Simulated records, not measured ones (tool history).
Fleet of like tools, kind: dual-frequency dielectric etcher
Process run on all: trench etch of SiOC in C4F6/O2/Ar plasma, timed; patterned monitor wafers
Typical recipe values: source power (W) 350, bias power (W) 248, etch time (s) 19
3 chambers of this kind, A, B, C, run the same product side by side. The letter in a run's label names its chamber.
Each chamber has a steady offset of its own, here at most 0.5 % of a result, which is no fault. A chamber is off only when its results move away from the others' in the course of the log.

run	day	source power (W)	bias power (W)	etch time (s)	read-back reference wafer on the same gauge, depth_nm	mean etch depth across the wafer (Å)
1C	0.300	350	248	19	35.497	416.78
2A	0.717	350	248	19	35.534	416.56
3B	0.967	350	248	19	35.524	416.35
4A	1.242	350	248	19	35.531	415.16
5B	1.708	350	248	19	35.545	415.94
6C	2.196	350	248	19	35.546	418.15
7A	2.692	350	248	19	35.566	417.43
8B	2.925	350	248	19	35.577	417.80
9C	3.217	350	248	19	35.573	418.07
10A	3.604	350	248	19	35.590	417.44
11B	4.100	350	248	19	35.608	417.76
12C	4.438	350	248	19	35.590	417.74
13C	4.846	350	248	19	35.624	419.20
# day 4.858: chamber A: wet clean of the chamber
14B	5.192	350	248	19	35.629	418.30
15A	5.596	350	248	19	35.626	418.23
16B	6.000	350	248	19	35.643	417.46
17A	6.425	350	248	19	35.652	418.63
# day 6.842: chamber B: wet clean of the chamber
18C	6.912	390	248	19	35.685	437.18
19B	7.258	390	248	19	35.678	435.32
20C	7.717	390	248	19	35.691	437.33
21A	8.175	350	248	19	35.699	417.94

Predict what each chamber gives when all 3 of them run the settings below next.
22A	8.546	350	248	19		?
22B	8.546	350	248	19		?
22C	8.546	350	248	19		?

run	mean etch depth across the wafer (Å)
22A	418.75
22B	419.04
22C	420.21
